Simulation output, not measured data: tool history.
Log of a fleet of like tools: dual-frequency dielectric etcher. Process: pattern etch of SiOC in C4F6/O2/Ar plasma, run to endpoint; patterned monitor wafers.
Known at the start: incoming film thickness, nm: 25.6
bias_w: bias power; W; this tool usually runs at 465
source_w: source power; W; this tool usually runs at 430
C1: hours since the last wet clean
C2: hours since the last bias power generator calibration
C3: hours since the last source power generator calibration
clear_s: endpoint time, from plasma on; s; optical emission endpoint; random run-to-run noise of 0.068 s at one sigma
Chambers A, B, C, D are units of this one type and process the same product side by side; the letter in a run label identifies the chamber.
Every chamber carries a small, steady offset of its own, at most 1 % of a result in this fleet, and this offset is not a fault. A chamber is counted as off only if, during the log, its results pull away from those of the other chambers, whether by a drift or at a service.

Run 1A, hour 5.8: usual settings; C1 467.3; C2 1897.9; C3 356.1. Result: clear_s 8.516 s.
Run 2B, hour 12.6: usual settings; C1 98.4; C2 3024.6; C3 1164.9. Result: clear_s 8.5822 s.
Run 3D, hour 23.3: usual settings; C1 159.7; C2 642.6; C3 3964.3. Result: clear_s 8.6596 s.
Run 4C, hour 31.3: usual settings; C1 167.1; C2 739.7; C3 1742.7. Result: clear_s 8.5979 s.
Run 5A, hour 42.6: usual settings; C1 504.1; C2 1934.7; C3 392.9. Result: clear_s 8.5757 s.
At hour 46.1: chamber A: wet clean of the chamber.
Run 6D, hour 50.7: usual settings; C1 187.1; C2 670; C3 3991.7. Result: clear_s 8.5911 s.
Run 7B, hour 61.1: usual settings; C1 146.9; C2 3073.1; C3 1213.4. Result: clear_s 8.7694 s.
Run 8C, hour 71.1: usual settings; C1 206.9; C2 779.5; C3 1782.5. Result: clear_s 8.6154 s.
Run 9D, hour 78.2: usual settings; C1 214.6; C2 697.5; C3 4019.2. Result: clear_s 8.6058 s.
Run 10C, hour 84.8: usual settings; C1 220.6; C2 793.2; C3 1796.2. Result: clear_s 8.6165 s.
Run 11A, hour 95.3: usual settings; C1 49.3; C2 1987.4; C3 445.6. Result: clear_s 8.5802 s.
Run 12B, hour 106.1: usual settings; C1 191.9; C2 3118.1; C3 1258.4. Result: clear_s 8.6722 s.
Run 13A, hour 115.4: usual settings; C1 69.4; C2 2007.5; C3 465.7. Result: clear_s 8.6733 s.
Run 14D, hour 122.1: usual settings; C1 258.5; C2 741.4; C3 4063.1. Result: clear_s 8.573 s.
Run 15B, hour 127.7: usual settings; C1 213.5; C2 3139.7; C3 1280. Result: clear_s 8.6846 s.
Run 16C, hour 139.6: usual settings; C1 275.4; C2 848; C3 1851. Result: clear_s 8.7751 s.
Run 17A, hour 145.3: usual settings; C1 99.3; C2 2037.4; C3 495.6. Result: clear_s 8.4931 s.
Run 18C, hour 157: usual settings; C1 292.8; C2 865.4; C3 1868.4. Result: clear_s 8.6025 s.
Run 19B, hour 165.8: usual settings; C1 251.6; C2 3177.8; C3 1318.1. Result: clear_s 8.6218 s.
Run 20D, hour 177.4: usual settings; C1 313.8; C2 796.7; C3 4118.4. Result: clear_s 8.7099 s.
Run 21A, hour 185.9: usual settings; C1 139.9; C2 2078; C3 536.2. Result: clear_s 8.6239 s.
Run 22C, hour 195.3: usual settings; C1 331.1; C2 903.7; C3 1906.7. Result: clear_s 8.6854 s.
Run 23B, hour 204: usual settings; C1 289.8; C2 3216; C3 1356.3. Result: clear_s 8.6192 s.
Run 24D, hour 213.5: usual settings but bias_w 546 W; C1 349.9; C2 832.8; C3 4154.5. Result: clear_s 8.2345 s.
Run 25D, hour 223: usual settings but bias_w 546 W; C1 359.4; C2 842.3; C3 4164. Result: clear_s 8.1468 s.
Run 26C, hour 233.8: usual settings but bias_w 546 W; C1 369.6; C2 942.2; C3 1945.2. Result: clear_s 8.2896 s.
Run 27A, hour 239.1: usual settings but bias_w 546 W; C1 193.1; C2 2131.2; C3 589.4. Result: clear_s 8.0712 s.
Run 28B, hour 248.8: usual settings; C1 334.6; C2 3260.8; C3 1401.1. Result: clear_s 8.7337 s.
Run 29D, hour 254.2: usual settings; C1 390.6; C2 873.5; C3 4195.2. Result: clear_s 8.7276 s.
Run 30B, hour 262.5: usual settings; C1 348.3; C2 3274.5; C3 1414.8. Result: clear_s 8.737 s.
Run 31A, hour 273.8: usual settings; C1 227.8; C2 2165.9; C3 624.1. Result: clear_s 8.5673 s.
Run 32C, hour 281.5: usual settings; C1 417.3; C2 989.9; C3 1992.9. Result: clear_s 8.5921 s.
Run 33D, hour 293: usual settings; C1 429.4; C2 912.3; C3 4234. Result: clear_s 8.5827 s.

Predict what each chamber gives when all 4 of them run the settings below next.
Run 34A, hour 301.6: usual settings. Result: clear_s ?.
Run 34B, hour 301.6: usual settings. Result: clear_s ?.
Run 34C, hour 301.6: usual settings. Result: clear_s ?.
Run 34D, hour 301.6: usual settings. Result: clear_s ?.

run  clear_s
34A   8.6713
34B   8.7068
34C   8.5737
34D   8.5696
